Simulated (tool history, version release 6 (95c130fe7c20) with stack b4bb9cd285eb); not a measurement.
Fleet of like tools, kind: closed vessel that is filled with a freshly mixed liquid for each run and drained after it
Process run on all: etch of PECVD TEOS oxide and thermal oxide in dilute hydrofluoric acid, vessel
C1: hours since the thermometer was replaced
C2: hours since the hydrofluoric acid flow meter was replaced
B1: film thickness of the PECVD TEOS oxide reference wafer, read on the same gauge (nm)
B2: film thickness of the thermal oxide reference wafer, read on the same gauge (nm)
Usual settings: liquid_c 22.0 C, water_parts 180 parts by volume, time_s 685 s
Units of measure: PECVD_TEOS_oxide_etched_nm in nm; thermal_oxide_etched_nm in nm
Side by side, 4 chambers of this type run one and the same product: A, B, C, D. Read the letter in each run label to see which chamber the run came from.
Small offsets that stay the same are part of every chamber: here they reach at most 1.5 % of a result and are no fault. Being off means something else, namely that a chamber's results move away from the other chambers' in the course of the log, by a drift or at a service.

Run 1B, hour 10.0: usual settings; C1 868.3; C2 452.3; B1 49.995; B2 150.03. Result: PECVD_TEOS_oxide_etched_nm 35.343 nm, thermal_oxide_etched_nm 14.3860 nm.
Run 2D, hour 17.6: usual settings; C1 554.7; C2 156.4; B1 49.995; B2 150.01. Result: PECVD_TEOS_oxide_etched_nm 35.374 nm, thermal_oxide_etched_nm 14.6000 nm.
Run 3C, hour 23.4: usual settings; C1 2246.3; C2 1673.4; B1 50.008; B2 150.01. Result: PECVD_TEOS_oxide_etched_nm 35.703 nm, thermal_oxide_etched_nm 14.5020 nm.
Run 4A, hour 32.2: usual settings; C1 349.1; C2 1363.3; B1 50.010; B2 150.02. Result: PECVD_TEOS_oxide_etched_nm 35.331 nm, thermal_oxide_etched_nm 14.3110 nm.
Run 5C, hour 42.1: usual settings; C1 2265.0; C2 1692.1; B1 50.001; B2 149.99. Result: PECVD_TEOS_oxide_etched_nm 35.758 nm, thermal_oxide_etched_nm 14.3430 nm.
Run 6B, hour 51.7: usual settings; C1 910.0; C2 494.0; B1 50.001; B2 149.97. Result: PECVD_TEOS_oxide_etched_nm 35.717 nm, thermal_oxide_etched_nm 14.7260 nm.
Run 7D, hour 57.9: usual settings; C1 595.0; C2 196.7; B1 49.997; B2 150.01. Result: PECVD_TEOS_oxide_etched_nm 35.384 nm, thermal_oxide_etched_nm 14.5830 nm.
Run 8A, hour 64.3: usual settings but liquid_c 26.0 C, water_parts 95 parts by volume; C1 381.2; C2 1395.4; B1 50.008; B2 150.01. Result: PECVD_TEOS_oxide_etched_nm 87.770 nm, thermal_oxide_etched_nm 35.8530 nm.
Run 9A, hour 69.7: usual settings but liquid_c 26.0 C, water_parts 95 parts by volume; C1 386.6; C2 1400.8; B1 50.015; B2 150.01. Result: PECVD_TEOS_oxide_etched_nm 87.642 nm, thermal_oxide_etched_nm 35.5790 nm.
Run 10B, hour 80.3: usual settings but liquid_c 26.0 C, water_parts 95 parts by volume; C1 938.6; C2 522.6; B1 50.017; B2 150.00. Result: PECVD_TEOS_oxide_etched_nm 86.687 nm, thermal_oxide_etched_nm 35.8780 nm.
Run 11D, hour 90.0: usual settings but liquid_c 26.0 C, water_parts 95 parts by volume; C1 627.1; C2 228.8; B1 50.015; B2 150.02. Result: PECVD_TEOS_oxide_etched_nm 87.629 nm, thermal_oxide_etched_nm 35.7370 nm.
Run 12C, hour 99.0: usual settings; C1 2321.9; C2 1749.0; B1 49.989; B2 149.99. Result: PECVD_TEOS_oxide_etched_nm 35.572 nm, thermal_oxide_etched_nm 14.4260 nm.
Run 13C, hour 107.4: usual settings; C1 2330.3; C2 1757.4; B1 50.000; B2 150.06. Result: PECVD_TEOS_oxide_etched_nm 35.472 nm, thermal_oxide_etched_nm 14.4500 nm.
Run 14A, hour 119.1: usual settings; C1 436.0; C2 1450.2; B1 50.003; B2 150.00. Result: PECVD_TEOS_oxide_etched_nm 35.194 nm, thermal_oxide_etched_nm 14.5230 nm.
Run 15D, hour 127.2: usual settings; C1 664.3; C2 266.0; B1 50.003; B2 149.98. Result: PECVD_TEOS_oxide_etched_nm 35.364 nm, thermal_oxide_etched_nm 14.6730 nm.
Run 16B, hour 132.8: usual settings; C1 991.1; C2 575.1; B1 50.006; B2 150.02. Result: PECVD_TEOS_oxide_etched_nm 35.571 nm, thermal_oxide_etched_nm 14.6310 nm.
Run 17C, hour 139.2: usual settings; C1 2362.1; C2 1789.2; B1 50.022; B2 150.00. Result: PECVD_TEOS_oxide_etched_nm 35.628 nm, thermal_oxide_etched_nm 14.5500 nm.
Run 18B, hour 144.5: usual settings; C1 1002.8; C2 586.8; B1 49.993; B2 150.00. Result: PECVD_TEOS_oxide_etched_nm 35.448 nm, thermal_oxide_etched_nm 14.4820 nm.
Run 19A, hour 154.5: usual settings; C1 471.4; C2 1485.6; B1 49.992; B2 149.99. Result: PECVD_TEOS_oxide_etched_nm 35.388 nm, thermal_oxide_etched_nm 14.5240 nm.
Run 20D, hour 165.2: usual settings; C1 702.3; C2 304.0; B1 50.009; B2 150.00. Result: PECVD_TEOS_oxide_etched_nm 35.693 nm, thermal_oxide_etched_nm 14.5650 nm.
Run 21D, hour 174.3: usual settings; C1 711.4; C2 313.1; B1 50.011; B2 149.99. Result: PECVD_TEOS_oxide_etched_nm 35.609 nm, thermal_oxide_etched_nm 14.7580 nm.
Run 22C, hour 179.9: usual settings; C1 2402.8; C2 1829.9; B1 49.977; B2 149.97. Result: PECVD_TEOS_oxide_etched_nm 35.608 nm, thermal_oxide_etched_nm 14.3730 nm.
Run 23B, hour 190.2: usual settings; C1 1048.5; C2 632.5; B1 50.013; B2 150.01. Result: PECVD_TEOS_oxide_etched_nm 35.423 nm, thermal_oxide_etched_nm 14.5340 nm.
Run 24A, hour 197.5: usual settings but water_parts 230 parts by volume; C1 514.4; C2 1528.6; B1 50.006; B2 150.01. Result: PECVD_TEOS_oxide_etched_nm 26.077 nm, thermal_oxide_etched_nm 10.7260 nm.
Run 25A, hour 205.5: usual settings but water_parts 230 parts by volume; C1 522.4; C2 1536.6; B1 49.990; B2 149.99. Result: PECVD_TEOS_oxide_etched_nm 26.177 nm, thermal_oxide_etched_nm 10.7260 nm.
Run 26D, hour 213.0: usual settings but water_parts 230 parts by volume; C1 750.1; C2 351.8; B1 49.993; B2 150.02. Result: PECVD_TEOS_oxide_etched_nm 26.249 nm, thermal_oxide_etched_nm 10.6670 nm.
Run 27B, hour 221.6: usual settings but water_parts 230 parts by volume; C1 1079.9; C2 663.9; B1 49.986; B2 149.98. Result: PECVD_TEOS_oxide_etched_nm 26.375 nm, thermal_oxide_etched_nm 10.7950 nm.
Run 28C, hour 230.1: usual settings; C1 2453.0; C2 1880.1; B1 49.985; B2 150.01. Result: PECVD_TEOS_oxide_etched_nm 35.817 nm, thermal_oxide_etched_nm 14.4710 nm.
Run 29B, hour 240.9: usual settings but liquid_c 23.5 C, water_parts 245 parts by volume; C1 1099.2; C2 683.2; B1 50.006; B2 150.01. Result: PECVD_TEOS_oxide_etched_nm 25.761 nm, thermal_oxide_etched_nm 10.5360 nm.
Run 30D, hour 247.4: usual settings but liquid_c 23.5 C, water_parts 245 parts by volume; C1 784.5; C2 386.2; B1 49.995; B2 150.00. Result: PECVD_TEOS_oxide_etched_nm 25.576 nm, thermal_oxide_etched_nm 10.4450 nm.
Run 31C, hour 257.4: usual settings but liquid_c 23.5 C, water_parts 245 parts by volume; C1 2480.3; C2 1907.4; B1 49.977; B2 150.02. Result: PECVD_TEOS_oxide_etched_nm 25.916 nm, thermal_oxide_etched_nm 10.5940 nm.
Run 32A, hour 263.5: usual settings but liquid_c 23.5 C, water_parts 245 parts by volume; C1 580.4; C2 1594.6; B1 50.010; B2 150.02. Result: PECVD_TEOS_oxide_etched_nm 25.719 nm, thermal_oxide_etched_nm 10.3740 nm.
Run 33B, hour 272.6: usual settings but water_parts 140 parts by volume, time_s 350 s; C1 1130.9; C2 714.9; B1 50.008; B2 150.02. Result: PECVD_TEOS_oxide_etched_nm 24.429 nm, thermal_oxide_etched_nm 9.8701 nm.
Run 34C, hour 282.6: usual settings but water_parts 140 parts by volume, time_s 350 s; C1 2505.5; C2 1932.6; B1 49.983; B2 150.01. Result: PECVD_TEOS_oxide_etched_nm 24.379 nm, thermal_oxide_etched_nm 10.0560 nm.
Run 35A, hour 290.2: usual settings but water_parts 140 parts by volume, time_s 350 s; C1 607.1; C2 1621.3; B1 49.988; B2 149.96. Result: PECVD_TEOS_oxide_etched_nm 24.203 nm, thermal_oxide_etched_nm 9.9397 nm.
Run 36D, hour 300.0: usual settings but water_parts 140 parts by volume, time_s 350 s; C1 837.1; C2 438.8; B1 50.010; B2 150.00. Result: PECVD_TEOS_oxide_etched_nm 24.498 nm, thermal_oxide_etched_nm 9.9153 nm.
Run 37A, hour 309.6: usual settings; C1 626.5; C2 1640.7; B1 49.992; B2 149.99. Result: PECVD_TEOS_oxide_etched_nm 35.397 nm, thermal_oxide_etched_nm 14.4020 nm.
Run 38C, hour 315.0: usual settings; C1 2537.9; C2 1965.0; B1 50.005; B2 150.04. Result: PECVD_TEOS_oxide_etched_nm 35.917 nm, thermal_oxide_etched_nm 14.5050 nm.
Run 39B, hour 326.1: usual settings; C1 1184.4; C2 768.4; B1 49.997; B2 150.04. Result: PECVD_TEOS_oxide_etched_nm 35.650 nm, thermal_oxide_etched_nm 14.6300 nm.
Run 40D, hour 332.3: usual settings; C1 869.4; C2 471.1; B1 50.004; B2 149.98. Result: PECVD_TEOS_oxide_etched_nm 35.434 nm, thermal_oxide_etched_nm 14.6140 nm.
Run 41D, hour 337.9: usual settings but liquid_c 19.5 C, time_s 365 s; C1 875.0; C2 476.7; B1 49.998; B2 150.00. Result: PECVD_TEOS_oxide_etched_nm 17.135 nm, thermal_oxide_etched_nm 7.0787 nm.
Run 42B, hour 343.6: usual settings but liquid_c 19.5 C, time_s 365 s; C1 1201.9; C2 785.9; B1 49.999; B2 149.98. Result: PECVD_TEOS_oxide_etched_nm 17.139 nm, thermal_oxide_etched_nm 7.1088 nm.

Is one chamber off against the others, does the gauge drift, or is nothing wrong? If a chamber is off, say which, and what the likeliest cause is.

The fleet is healthy, with each chamber sitting at its usual small offset and no drift in the gauge.

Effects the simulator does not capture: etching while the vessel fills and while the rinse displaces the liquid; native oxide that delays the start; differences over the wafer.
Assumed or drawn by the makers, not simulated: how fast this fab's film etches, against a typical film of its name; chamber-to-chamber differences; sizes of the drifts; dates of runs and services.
